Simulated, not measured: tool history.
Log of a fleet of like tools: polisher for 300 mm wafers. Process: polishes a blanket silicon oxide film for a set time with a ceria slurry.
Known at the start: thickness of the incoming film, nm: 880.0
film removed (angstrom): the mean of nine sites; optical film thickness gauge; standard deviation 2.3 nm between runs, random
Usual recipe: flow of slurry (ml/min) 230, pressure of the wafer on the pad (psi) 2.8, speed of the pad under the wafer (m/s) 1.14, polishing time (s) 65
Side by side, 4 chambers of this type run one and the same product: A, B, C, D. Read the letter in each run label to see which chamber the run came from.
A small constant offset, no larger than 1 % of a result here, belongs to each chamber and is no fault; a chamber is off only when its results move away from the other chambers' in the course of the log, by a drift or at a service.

| run | hour | flow of slurry (ml/min) | pressure of the wafer on the pad (psi) | speed of the pad under the wafer (m/s) | polishing time (s) | film removed (angstrom) |
|---|---|---|---|---|---|---|
|  | 11 | chamber B: worn pad replaced by a new one |
| 1A | 15 | 230 | 2.8 | 1.14 | 65 | 3156.3 |
| 2D | 25.8 | 230 | 2.8 | 1.14 | 65 | 3149.7 |
| 3C | 41.7 | 230 | 2.8 | 1.14 | 65 | 3207.7 |
|  | 41.8 | chamber D: worn pad replaced by a new one |
| 4B | 53.5 | 230 | 2.8 | 1.14 | 65 | 3183.3 |
|  | 54.1 | chamber D: slurry nozzle cleaned |
|  | 60.2 | chamber A: worn pad replaced by a new one |
|  | 62.5 | chamber C: slurry nozzle cleaned |
|  | 65.1 | chamber C: worn pad replaced by a new one |
| 5D | 69.3 | 230 | 2.8 | 1.14 | 65 | 3186.9 |
| 6A | 78.8 | 230 | 2.8 | 1.14 | 65 | 3161.7 |
| 7C | 90.6 | 230 | 2.8 | 1.14 | 65 | 3191.2 |
| 8B | 100.7 | 230 | 1.9 | 1.14 | 46 | 1551.2 |
|  | 102.7 | chamber D: worn pad replaced by a new one |
| 9B | 112.5 | 230 | 1.9 | 1.14 | 46 | 1548.9 |
| 10D | 122.6 | 230 | 1.9 | 1.14 | 46 | 1531.8 |
|  | 128.6 | chamber B: worn pad replaced by a new one |
| 11A | 130.7 | 230 | 1.9 | 1.14 | 46 | 1522.7 |
| 12C | 146.2 | 230 | 2.8 | 1.14 | 65 | 3246 |
|  | 160.6 | chamber A: worn pad replaced by a new one |
| 13D | 161.5 | 230 | 2.8 | 1.14 | 65 | 3177.4 |
|  | 163.7 | chamber D: worn pad replaced by a new one |
|  | 164.6 | chamber A: slurry nozzle cleaned |
| 14B | 171 | 230 | 2.8 | 1.14 | 65 | 3188.6 |
|  | 179.6 | chamber C: worn pad replaced by a new one |
|  | 182.3 | chamber A: head pressure recalibrated |
| 15A | 183.3 | 230 | 2.8 | 1.14 | 65 | 2895.6 |
| 16C | 192.3 | 230 | 2.8 | 1.14 | 65 | 3218.6 |
| 17A | 201.3 | 230 | 2.8 | 1.14 | 65 | 2904.1 |
| 18B | 216.9 | 230 | 2.8 | 1.14 | 65 | 3185.1 |
|  | 218.7 | chamber D: worn pad replaced by a new one |
| 19C | 228.4 | 230 | 2.8 | 1.14 | 65 | 3223 |
| 20D | 236.6 | 230 | 2.8 | 1.14 | 65 | 3168.4 |
|  | 247.2 | chamber B: worn pad replaced by a new one |
|  | 250.6 | chamber A: worn pad replaced by a new one |
| 21A | 252.8 | 230 | 2.8 | 1.14 | 65 | 2904.3 |
| 22D | 263.7 | 230 | 2.8 | 1.14 | 65 | 3147.6 |
| 23C | 275.2 | 230 | 2.8 | 0.9 | 65 | 2551.8 |
| 24B | 286.9 | 230 | 2.8 | 0.9 | 65 | 2522.1 |

Next, all 4 chambers run the settings below, one line each with question marks for the results. What does each chamber give?
| 25A | 298.8 | 230 | 2.8 | 1.14 | 65 | ? |
| 25B | 298.8 | 230 | 2.8 | 1.14 | 65 | ? |
| 25C | 298.8 | 230 | 2.8 | 1.14 | 65 | ? |
| 25D | 298.8 | 230 | 2.8 | 1.14 | 65 | ? |

| run | film removed (angstrom) |
|---|---|
| 25A | 2910.6 |
| 25B | 3168.6 |
| 25C | 3228.2 |
| 25D | 3167.7 |

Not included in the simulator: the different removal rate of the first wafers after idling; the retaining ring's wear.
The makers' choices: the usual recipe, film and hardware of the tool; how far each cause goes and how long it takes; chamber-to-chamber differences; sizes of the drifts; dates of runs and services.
